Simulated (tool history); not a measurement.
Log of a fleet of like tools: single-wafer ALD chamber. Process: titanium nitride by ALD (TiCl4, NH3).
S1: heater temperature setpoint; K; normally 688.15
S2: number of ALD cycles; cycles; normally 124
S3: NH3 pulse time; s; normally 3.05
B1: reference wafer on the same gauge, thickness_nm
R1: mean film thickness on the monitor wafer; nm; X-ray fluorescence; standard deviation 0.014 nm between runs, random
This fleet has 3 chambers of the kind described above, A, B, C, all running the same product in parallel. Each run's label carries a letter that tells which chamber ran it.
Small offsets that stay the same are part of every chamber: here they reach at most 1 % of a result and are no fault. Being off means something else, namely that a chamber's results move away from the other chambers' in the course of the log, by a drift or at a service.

run	hour	S1	S2	S3	B1	R1
1C	5.6	688.15	124	3.05	2.6207	2.77
2B	9.7	688.15	124	3.05	2.6212	2.7505
3A	15.7	688.15	124	3.05	2.6184	2.7515
4B	20.1	688.15	124	3.05	2.6199	2.7681
5C	26.3	688.15	124	3.05	2.6197	2.7913
6A	30	688.15	124	3.05	2.6196	2.7575
7A	34.4	688.15	124	3.05	2.6167	2.7658
8C	40.1	688.15	105	3.05	2.622	2.36
# hour 40.3: chamber A: thermocouple changed; heater temperature recalibrated
9B	43	688.15	105	3.05	2.623	2.3415
10C	48.1	688.15	105	3.05	2.6201	2.3536
11B	54.2	688.15	124	3.05	2.6217	2.7687
12A	59	688.15	124	3.05	2.6178	2.783
13B	64.7	688.15	124	3.05	2.6208	2.7546
14A	69.8	688.15	124	3.05	2.619	2.7592
15C	73.3	688.15	113	3.05	2.6179	2.5343
16B	77.8	688.15	113	3.05	2.6174	2.5315
17A	80.6	688.15	113	3.05	2.6236	2.5277
18C	85.2	688.15	124	3.05	2.6196	2.7739
19A	89.8	688.15	124	3.05	2.6237	2.7719
20C	96.2	688.15	124	3.05	2.6213	2.7583
21B	102	688.15	124	3.05	2.6177	2.7798
22B	107.9	688.15	144	3.05	2.6191	3.2296
23C	112.7	688.15	144	3.05	2.6186	3.244
24A	116.1	688.15	144	3.05	2.6187	3.2049
25A	121.5	688.15	124	3.05	2.6176	2.7553
26B	126.8	688.15	124	3.05	2.6194	2.7677
27C	129.8	688.15	124	3.05	2.6236	2.759
28A	132.7	688.15	124	3.05	2.6228	2.7909
29B	136.2	688.15	124	3.05	2.6187	2.7711
30C	142	688.15	124	3.05	2.6196	2.7737
31C	146.9	688.15	124	3.05	2.6206	2.7792
32A	152	688.15	124	3.05	2.6227	2.7797
33B	158.2	688.15	124	3.05	2.6221	2.7629

Next, every chamber runs the same settings. What will each give?
34A	162.7	688.15	124	3.05		?
34B	162.7	688.15	124	3.05		?
34C	162.7	688.15	124	3.05		?

run	R1
34A	2.7773
34B	2.7668
34C	2.7952
